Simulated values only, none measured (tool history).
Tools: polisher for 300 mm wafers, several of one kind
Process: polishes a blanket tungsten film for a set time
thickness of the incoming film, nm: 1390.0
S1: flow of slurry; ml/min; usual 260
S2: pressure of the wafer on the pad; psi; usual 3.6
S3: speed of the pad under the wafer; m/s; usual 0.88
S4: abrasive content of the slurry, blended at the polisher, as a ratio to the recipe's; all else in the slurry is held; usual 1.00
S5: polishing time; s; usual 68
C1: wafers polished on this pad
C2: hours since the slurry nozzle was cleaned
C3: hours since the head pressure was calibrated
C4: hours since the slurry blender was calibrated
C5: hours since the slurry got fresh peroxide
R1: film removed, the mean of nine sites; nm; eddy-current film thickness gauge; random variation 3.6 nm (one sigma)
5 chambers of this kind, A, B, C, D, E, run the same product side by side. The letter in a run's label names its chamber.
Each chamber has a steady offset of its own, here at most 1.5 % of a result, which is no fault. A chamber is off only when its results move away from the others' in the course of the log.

| run | hour | S1 | S2 | S3 | S4 | S5 | C1 | C2 | C3 | C4 | C5 | R1 |
|---|---|---|---|---|---|---|---|---|---|---|---|---|
| 1B | 8.8 | 260 | 3.6 | 0.88 | 1.00 | 68 | 549 | 133.6 | 653.6 | 168.6 | 9.2 | 285.38 |
|  | 10.1 | chamber D: slurry blender recalibrated |
|  | 10.2 | chamber D: worn pad replaced by a new one |
| 2E | 21.8 | 260 | 3.6 | 0.88 | 1.00 | 68 | 344 | 258.7 | 178.8 | 141.7 | 31.6 | 284.14 |
| 3A | 31.4 | 260 | 3.6 | 0.88 | 1.00 | 68 | 701 | 272.4 | 128.6 | 148.8 | 158.5 | 282.98 |
|  | 39.5 | chamber A: slurry blender recalibrated |
| 4C | 41.4 | 260 | 3.6 | 0.88 | 1.00 | 68 | 805 | 100.8 | 1209.2 | 85.6 | 126.4 | 294.44 |
|  | 44.0 | chamber C: worn pad replaced by a new one |
| 5D | 50.8 | 260 | 3.6 | 0.88 | 1.15 | 48 | 327 | 499.7 | 442.8 | 40.7 | 94.0 | 204.88 |
|  | 60.1 | chamber A: worn pad replaced by a new one |
| 6E | 61.3 | 260 | 3.6 | 0.88 | 1.15 | 48 | 662 | 298.2 | 218.3 | 181.2 | 71.1 | 209.04 |
|  | 74.7 | chamber C: slurry tank refilled with fresh slurry and peroxide |
| 7B | 76.6 | 260 | 3.6 | 0.88 | 1.15 | 48 | 1094 | 201.4 | 721.4 | 236.4 | 77.0 | 205.11 |
|  | 78.6 | chamber C: slurry blender recalibrated |
|  | 81.2 | chamber E: slurry tank refilled with fresh slurry and peroxide |
|  | 81.9 | chamber E: worn pad replaced by a new one |
| 8C | 88.0 | 260 | 3.6 | 0.88 | 1.15 | 48 | 354 | 147.4 | 1255.8 | 9.5 | 13.3 | 209.15 |
|  | 90.8 | chamber B: worn pad replaced by a new one |
|  | 92.7 | chamber B: head pressure recalibrated |
| 9D | 96.0 | 260 | 3.6 | 0.88 | 1.15 | 48 | 690 | 544.9 | 488.0 | 85.9 | 139.2 | 211.00 |
|  | 103.6 | chamber D: slurry nozzle cleaned |
|  | 108.7 | chamber C: head pressure recalibrated |
| 10A | 110.7 | 260 | 3.6 | 0.88 | 1.00 | 68 | 407 | 351.7 | 207.9 | 71.2 | 237.8 | 288.54 |
| 11B | 117.6 | 260 | 3.6 | 0.88 | 1.00 | 68 | 216 | 242.4 | 24.9 | 277.4 | 118.0 | 276.85 |
|  | 122.3 | chamber D: slurry blender recalibrated |
|  | 125.5 | chamber D: slurry tank refilled with fresh slurry and peroxide |
|  | 128.4 | chamber B: slurry blender recalibrated |
| 12A | 129.1 | 260 | 3.6 | 0.88 | 1.00 | 68 | 555 | 370.1 | 226.3 | 89.6 | 256.2 | 292.08 |
| 13E | 143.3 | 260 | 3.6 | 0.88 | 1.00 | 68 | 495 | 380.2 | 300.3 | 263.2 | 62.1 | 293.62 |
|  | 147.8 | chamber E: head pressure recalibrated |
|  | 152.4 | chamber B: slurry tank refilled with fresh slurry and peroxide |
| 14C | 156.2 | 260 | 3.6 | 0.88 | 1.00 | 68 | 903 | 215.6 | 47.6 | 77.7 | 81.5 | 293.57 |
|  | 156.5 | chamber C: worn pad replaced by a new one |
|  | 163.9 | chamber E: slurry tank refilled with fresh slurry and peroxide |
| 15D | 167.1 | 260 | 3.6 | 0.88 | 1.00 | 68 | 1263 | 63.6 | 559.1 | 44.8 | 41.6 | 282.34 |
|  | 167.8 | chamber A: worn pad replaced by a new one |
| 16B | 176.5 | 260 | 3.6 | 0.88 | 1.00 | 68 | 690 | 301.3 | 83.8 | 48.2 | 24.1 | 287.05 |
|  | 180.6 | chamber C: slurry blender recalibrated |
| 17C | 183.8 | 260 | 3.6 | 0.88 | 1.00 | 68 | 220 | 243.2 | 75.2 | 3.3 | 109.1 | 286.81 |
|  | 188.6 | chamber E: worn pad replaced by a new one |
| 18A | 191.1 | 260 | 4.6 | 0.88 | 1.00 | 68 | 187 | 432.1 | 288.3 | 151.6 | 318.2 | 357.69 |
| 19E | 205.7 | 260 | 4.6 | 0.88 | 1.00 | 68 | 138 | 442.6 | 58.0 | 325.6 | 41.8 | 360.50 |
|  | 210.1 | chamber D: worn pad replaced by a new one |
|  | 215.4 | chamber A: slurry blender recalibrated |
| 20D | 217.5 | 260 | 4.6 | 0.88 | 1.00 | 68 | 60 | 114.0 | 609.5 | 95.2 | 92.0 | 370.59 |
| 21E | 231.5 | 260 | 4.6 | 0.88 | 1.00 | 68 | 345 | 468.4 | 83.8 | 351.4 | 67.6 | 370.04 |
|  | 235.3 | chamber B: worn pad replaced by a new one |
|  | 235.5 | chamber C: slurry tank refilled with fresh slurry and peroxide |
|  | 238.2 | chamber D: slurry blender recalibrated |
| 22C | 243.6 | 260 | 4.6 | 0.88 | 1.00 | 68 | 701 | 303.0 | 135.0 | 63.1 | 8.1 | 372.18 |
|  | 246.5 | chamber E: slurry tank refilled with fresh slurry and peroxide |
| 23B | 252.8 | 260 | 3.6 | 0.88 | 1.00 | 68 | 141 | 377.6 | 160.1 | 124.5 | 100.4 | 282.74 |
| 24D | 262.0 | 335 | 3.6 | 0.88 | 1.00 | 59 | 418 | 158.5 | 654.0 | 23.8 | 136.5 | 254.73 |
| 25A | 268.8 | 335 | 3.6 | 0.88 | 1.00 | 59 | 813 | 509.8 | 366.0 | 53.4 | 395.9 | 240.68 |
|  | 269.0 | chamber A: slurry nozzle cleaned |
|  | 270.5 | chamber D: head pressure recalibrated |
|  | 273.9 | chamber C: worn pad replaced by a new one |
|  | 277.4 | chamber E: worn pad replaced by a new one |
|  | 278.1 | chamber A: worn pad replaced by a new one |
| 26D | 279.5 | 335 | 3.6 | 0.88 | 1.00 | 59 | 559 | 176.0 | 9.0 | 41.3 | 154.0 | 245.66 |
| 27B | 290.5 | 335 | 3.6 | 0.88 | 1.00 | 59 | 444 | 415.3 | 197.8 | 162.2 | 138.1 | 255.55 |
|  | 292.3 | chamber C: slurry blender recalibrated |
| 28E | 305.4 | 335 | 3.6 | 0.88 | 1.00 | 59 | 225 | 542.3 | 157.7 | 425.3 | 59.0 | 255.32 |
|  | 311.1 | chamber D: slurry tank refilled with fresh slurry and peroxide |
|  | 312.5 | chamber B: slurry tank refilled with fresh slurry and peroxide |
| 29A | 316.2 | 260 | 3.6 | 0.88 | 1.00 | 68 | 306 | 47.2 | 413.4 | 100.8 | 443.3 | 259.37 |
| 30C | 326.2 | 260 | 3.6 | 0.88 | 1.00 | 68 | 421 | 385.6 | 217.6 | 33.9 | 90.7 | 295.17 |
|  | 336.7 | chamber E: slurry tank refilled with fresh slurry and peroxide |
| 31A | 341.1 | 260 | 4.0 | 0.88 | 1.30 | 68 | 507 | 72.1 | 438.3 | 125.7 | 468.2 | 309.96 |
| 32C | 351.1 | 260 | 4.0 | 0.88 | 1.30 | 68 | 622 | 410.5 | 242.5 | 58.8 | 115.6 | 338.21 |
|  | 353.3 | chamber D: slurry blender recalibrated |
|  | 353.3 | chamber E: slurry blender recalibrated |
| 33D | 364.2 | 260 | 4.0 | 0.88 | 1.30 | 68 | 1241 | 260.7 | 93.7 | 10.9 | 53.1 | 335.12 |
|  | 365.6 | chamber E: slurry nozzle cleaned |
| 34E | 373.0 | 260 | 4.0 | 0.88 | 1.30 | 68 | 770 | 7.4 | 225.3 | 19.7 | 36.4 | 335.82 |
|  | 386.9 | chamber E: worn pad replaced by a new one |
| 35B | 388.2 | 260 | 4.0 | 0.88 | 1.30 | 68 | 1231 | 513.0 | 295.5 | 259.9 | 75.8 | 337.96 |
|  | 391.8 | chamber B: worn pad replaced by a new one |
| 36B | 399.1 | 260 | 3.6 | 0.88 | 1.00 | 68 | 59 | 523.9 | 306.4 | 270.8 | 86.7 | 284.96 |
| 37E | 408.3 | 260 | 3.6 | 0.88 | 1.00 | 68 | 172 | 42.7 | 260.6 | 55.0 | 71.7 | 285.18 |

All 5 chambers run these settings next. Forecast each chamber's results:
| 38A | 419.6 | 260 | 3.6 | 0.88 | 0.80 | 68 |  |  |  |  |  | ? |
| 38B | 419.6 | 260 | 3.6 | 0.88 | 0.80 | 68 |  |  |  |  |  | ? |
| 38C | 419.6 | 260 | 3.6 | 0.88 | 0.80 | 68 |  |  |  |  |  | ? |
| 38D | 419.6 | 260 | 3.6 | 0.88 | 0.80 | 68 |  |  |  |  |  | ? |
| 38E | 419.6 | 260 | 3.6 | 0.88 | 0.80 | 68 |  |  |  |  |  | ? |

| run | R1 |
|---|---|
| 38A | 232.42 |
| 38B | 275.42 |
| 38C | 273.94 |
| 38D | 267.80 |
| 38E | 272.89 |
